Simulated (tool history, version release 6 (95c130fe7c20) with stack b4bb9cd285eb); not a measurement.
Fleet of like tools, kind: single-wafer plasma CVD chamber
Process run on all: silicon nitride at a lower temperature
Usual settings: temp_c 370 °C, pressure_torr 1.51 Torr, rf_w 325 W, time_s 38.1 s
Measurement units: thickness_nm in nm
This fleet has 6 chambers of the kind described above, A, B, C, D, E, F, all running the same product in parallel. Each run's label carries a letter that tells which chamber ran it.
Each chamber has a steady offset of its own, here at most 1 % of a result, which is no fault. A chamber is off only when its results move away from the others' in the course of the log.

run   hour  temp_c  pressure_torr  rf_w  time_s  hours since the last thermocouple change  hours since the last RF generator calibration  hours since the last manometer calibration  read-back reference wafer on the same gauge, thickness_nm  thickness_nm
 1E    9.6     370           1.51   325    38.1                                     940.5                                            768                                       808.5                                                     44.803        46.393
 2D   17.2     370           1.51   325    38.1                                    1637.5                                           1894                                       430.8                                                     44.807        45.844
      28.3  -- chamber B: thermocouple changed; heater temperature recalibrated
 3F   28.6     370           1.51   325    38.1                                      55.3                                          933.8                                       549.7                                                     44.813        45.647
 4C   44.9     370           1.51   325    38.1                                     892.7                                         1432.8                                      1157.3                                                     44.835        46.432
 5B   52.7     370           1.51   325    38.1                                      24.5                                          816.1                                      1798.9                                                     44.848        46.271
      53.7  -- chamber B: RF generator calibrated
 6A     63     370           1.51   325    38.1                                    1626.2                                          799.3                                       677.1                                                     44.854        46.235
 7C   75.6     370           1.51   325    38.1                                     923.4                                         1463.5                                        1188                                                     44.847        46.413
 8E   86.8     370           1.51   325    38.1                                    1017.7                                          845.2                                       885.7                                                     44.848        46.404
 9F   97.4     370           1.51   325    38.1                                     124.1                                         1002.6                                       618.5                                                     44.847        45.711
       103  -- chamber A: thermocouple changed; heater temperature recalibrated
10D  105.1     370           1.51   325    38.1                                    1725.4                                         1981.9                                       518.7                                                     44.869        45.888
11A  117.2     370           1.51   325    35.1                                      14.2                                          853.5                                       731.3                                                     44.875        42.604
12B  131.8     370           1.51   325    35.1                                     103.6                                           78.1                                        1878                                                     44.907        42.547
13D  147.5     370           1.51   325    35.1                                    1767.8                                         2024.3                                       561.1                                                     44.916        42.317
14E  158.8     370           1.51   325    35.1                                    1089.7                                          917.2                                       957.7                                                     44.909        42.792
       161  -- chamber E: thermocouple changed; heater temperature recalibrated
15A  168.8     370           1.51   325    35.1                                      65.8                                          905.1                                       782.9                                                     44.915        42.546
     170.8  -- chamber C: thermocouple changed; heater temperature recalibrated
16C  181.5     370           1.51   325    35.1                                      10.8                                         1569.4                                      1293.9                                                     44.918        42.852
     182.6  -- chamber F: RF generator calibrated
17F  190.1     370           1.51   325    38.1                                     216.8                                            7.6                                       711.2                                                     44.916        45.873
     201.6  -- chamber E: RF generator calibrated
18B  201.9     370           1.51   325    38.1                                     173.7                                          148.2                                      1948.1                                                     44.927        46.346
19C  212.1     370           1.51   325    38.1                                      41.4                                           1600                                      1324.5                                                     44.936        46.645
20B  226.5     370           1.51   325    38.1                                     198.3                                          172.8                                      1972.7                                                     44.944        46.294
     231.6  -- chamber D: thermocouple changed; heater temperature recalibrated
21F  237.3     370           1.51   325    38.1                                       264                                           54.8                                       758.4                                                     44.972        45.905
22E  249.7     380           1.51   325    31.2                                      88.7                                           48.1                                      1048.6                                                     44.984        37.955
23A    259     380           1.51   325    31.2                                       156                                          995.3                                       873.1                                                     44.968        37.794
24D    267     380           1.51   325    31.2                                      35.4                                         2143.8                                       680.6                                                      44.99        37.683
25C  280.8     380           1.51   325    31.2                                     110.1                                         1668.7                                      1393.2                                                     44.985        38.101
26D  297.3     380           1.51   325    31.2                                      65.7                                         2174.1                                       710.9                                                     44.995        37.607
27E  312.4     380           1.51   325    31.2                                     151.4                                          110.8                                      1111.3                                                     45.003        37.913
28B  326.6     370           1.51   325    38.1                                     298.4                                          272.9                                      2072.8                                                     45.009        46.392
29F  341.7     370           1.51   325    38.1                                     368.4                                          159.2                                       862.8                                                     45.027        45.892
30A  355.1     370           1.51   325    38.1                                     252.1                                         1091.4                                       969.2                                                     45.063        46.341
31C  363.8     370           1.51   325    38.1                                     193.1                                         1751.7                                      1476.2                                                     45.045        46.623
32B  373.7     370           1.51   325    38.1                                     345.5                                            320                                      2119.9                                                     45.052        46.513
33E  382.3     375           1.75   325    38.1                                     221.3                                          180.7                                      1181.2                                                     45.055        48.505
34D  397.1     375           1.75   325    38.1                                     165.5                                         2273.9                                       810.7                                                     45.066        47.924
35A    411     375           1.75   325    38.1                                       308                                         1147.3                                      1025.1                                                     45.073        48.231
36F  422.6     375           1.75   325    38.1                                     449.3                                          240.1                                       943.7                                                      45.09        47.653
37E  430.4     375           1.75   325    38.1                                     269.4                                          228.8                                      1229.3                                                     45.112        48.348

Next, all 6 chambers run the settings below, one line each with question marks for the results. What does each chamber give?
38A  442.3     370           1.51   325    38.1                                                                                                                                                                                                             ?
38B  442.3     370           1.51   325    38.1                                                                                                                                                                                                             ?
38C  442.3     370           1.51   325    38.1                                                                                                                                                                                                             ?
38D  442.3     370           1.51   325    38.1                                                                                                                                                                                                             ?
38E  442.3     370           1.51   325    38.1                                                                                                                                                                                                             ?
38F  442.3     370           1.51   325    38.1                                                                                                                                                                                                             ?

run  thickness_nm
38A        46.524
38B        46.414
38C        46.798
38D        46.225
38E        46.618
38F        46.091
